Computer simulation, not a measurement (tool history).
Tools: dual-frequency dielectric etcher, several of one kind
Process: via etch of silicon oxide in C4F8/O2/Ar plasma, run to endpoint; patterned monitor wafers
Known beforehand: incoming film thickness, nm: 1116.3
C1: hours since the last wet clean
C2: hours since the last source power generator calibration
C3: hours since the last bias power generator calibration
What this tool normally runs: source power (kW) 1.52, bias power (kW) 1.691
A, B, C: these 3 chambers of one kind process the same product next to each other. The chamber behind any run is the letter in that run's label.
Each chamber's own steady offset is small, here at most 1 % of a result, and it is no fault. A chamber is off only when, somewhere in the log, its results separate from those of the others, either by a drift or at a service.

run 1B hour=10.2 | source_power_(kW)=1.52 bias_power_(kW)=1.691 | C1=305.7 C2=1797.2 C3=1060.6 | endpoint_time_(s)=258.35
run 2A hour=18.7 | source_power_(kW)=1.52 bias_power_(kW)=1.691 | C1=426.4 C2=191.8 C3=780.2 | endpoint_time_(s)=256.14
run 3C hour=27.8 | source_power_(kW)=1.52 bias_power_(kW)=1.691 | C1=560.4 C2=2662.7 C3=1362.7 | endpoint_time_(s)=256.28
run 4C hour=32.9 | source_power_(kW)=1.52 bias_power_(kW)=1.691 | C1=565.5 C2=2667.8 C3=1367.8 | endpoint_time_(s)=253.96
run 5B hour=37.8 | source_power_(kW)=1.52 bias_power_(kW)=1.691 | C1=333.3 C2=1824.8 C3=1088.2 | endpoint_time_(s)=258.82
run 6A hour=47 | source_power_(kW)=1.52 bias_power_(kW)=1.691 | C1=454.7 C2=220.1 C3=808.5 | endpoint_time_(s)=255.4
run 7C hour=52.7 | source_power_(kW)=1.52 bias_power_(kW)=1.691 | C1=585.3 C2=2687.6 C3=1387.6 | endpoint_time_(s)=256.02
run 8A hour=58.5 | source_power_(kW)=1.33 bias_power_(kW)=1.548 | C1=466.2 C2=231.6 C3=820 | endpoint_time_(s)=275.37
run 9B hour=68.7 | source_power_(kW)=1.33 bias_power_(kW)=1.548 | C1=364.2 C2=1855.7 C3=1119.1 | endpoint_time_(s)=281.62
run 10B hour=76.3 | source_power_(kW)=1.33 bias_power_(kW)=1.548 | C1=371.8 C2=1863.3 C3=1126.7 | endpoint_time_(s)=280.52
run 11A hour=86.4 | source_power_(kW)=1.52 bias_power_(kW)=1.691 | C1=494.1 C2=259.5 C3=847.9 | endpoint_time_(s)=256.08
-- hour=90.2 chamber C: wet clean of the chamber
run 12C hour=94.5 | source_power_(kW)=1.52 bias_power_(kW)=1.691 | C1=4.4 C2=2729.4 C3=1429.4 | endpoint_time_(s)=257.23
run 13A hour=99.8 | source_power_(kW)=1.52 bias_power_(kW)=1.457 | C1=507.5 C2=272.9 C3=861.3 | endpoint_time_(s)=266.74
run 14B hour=107 | source_power_(kW)=1.52 bias_power_(kW)=1.457 | C1=402.5 C2=1894 C3=1157.4 | endpoint_time_(s)=270.29
run 15C hour=117.9 | source_power_(kW)=1.52 bias_power_(kW)=1.457 | C1=27.8 C2=2752.8 C3=1452.8 | endpoint_time_(s)=268.68
run 16C hour=126 | source_power_(kW)=1.52 bias_power_(kW)=1.691 | C1=35.9 C2=2760.9 C3=1460.9 | endpoint_time_(s)=255.82
run 17A hour=132.1 | source_power_(kW)=1.52 bias_power_(kW)=1.691 | C1=539.8 C2=305.2 C3=893.6 | endpoint_time_(s)=258.61
run 18B hour=138.6 | source_power_(kW)=1.31 bias_power_(kW)=1.536 | C1=434.1 C2=1925.6 C3=1189 | endpoint_time_(s)=282.06
run 19B hour=149.3 | source_power_(kW)=1.31 bias_power_(kW)=1.536 | C1=444.8 C2=1936.3 C3=1199.7 | endpoint_time_(s)=283.92
run 20A hour=156.6 | source_power_(kW)=1.31 bias_power_(kW)=1.536 | C1=564.3 C2=329.7 C3=918.1 | endpoint_time_(s)=280.64
run 21C hour=163.9 | source_power_(kW)=1.52 bias_power_(kW)=1.691 | C1=73.8 C2=2798.8 C3=1498.8 | endpoint_time_(s)=257.99
run 22A hour=171.2 | source_power_(kW)=1.36 bias_power_(kW)=1.552 | C1=578.9 C2=344.3 C3=932.7 | endpoint_time_(s)=274.66
run 23C hour=180 | source_power_(kW)=1.36 bias_power_(kW)=1.552 | C1=89.9 C2=2814.9 C3=1514.9 | endpoint_time_(s)=272.61
run 24B hour=187.6 | source_power_(kW)=1.36 bias_power_(kW)=1.552 | C1=483.1 C2=1974.6 C3=1238 | endpoint_time_(s)=278.76
run 25A hour=196.8 | source_power_(kW)=1.52 bias_power_(kW)=1.691 | C1=604.5 C2=369.9 C3=958.3 | endpoint_time_(s)=257.56
run 26B hour=202.6 | source_power_(kW)=1.89 bias_power_(kW)=2.003 | C1=498.1 C2=1989.6 C3=1253 | endpoint_time_(s)=225.61
run 27C hour=211 | source_power_(kW)=1.89 bias_power_(kW)=2.003 | C1=120.9 C2=2845.9 C3=1545.9 | endpoint_time_(s)=223.95
run 28A hour=220.4 | source_power_(kW)=1.89 bias_power_(kW)=2.003 | C1=628.1 C2=393.5 C3=981.9 | endpoint_time_(s)=225.11
run 29C hour=226.9 | source_power_(kW)=1.52 bias_power_(kW)=1.826 | C1=136.8 C2=2861.8 C3=1561.8 | endpoint_time_(s)=250.42
-- hour=232.2 chamber B: wet clean of the chamber
run 30B hour=232.5 | source_power_(kW)=1.52 bias_power_(kW)=1.826 | C1=0.4 C2=2019.5 C3=1282.9 | endpoint_time_(s)=252.69
run 31A hour=243.1 | source_power_(kW)=1.52 bias_power_(kW)=1.826 | C1=650.8 C2=416.2 C3=1004.6 | endpoint_time_(s)=248.45

Next, every chamber runs the same settings. What will each give?
run 32A hour=250.9 | source_power_(kW)=1.41 bias_power_(kW)=1.691 | endpoint_time_(s)=?
run 32B hour=250.9 | source_power_(kW)=1.41 bias_power_(kW)=1.691 | endpoint_time_(s)=?
run 32C hour=250.9 | source_power_(kW)=1.41 bias_power_(kW)=1.691 | endpoint_time_(s)=?

run=32A endpoint_time_(s)=264.64
run=32B endpoint_time_(s)=267.15
run=32C endpoint_time_(s)=262.25

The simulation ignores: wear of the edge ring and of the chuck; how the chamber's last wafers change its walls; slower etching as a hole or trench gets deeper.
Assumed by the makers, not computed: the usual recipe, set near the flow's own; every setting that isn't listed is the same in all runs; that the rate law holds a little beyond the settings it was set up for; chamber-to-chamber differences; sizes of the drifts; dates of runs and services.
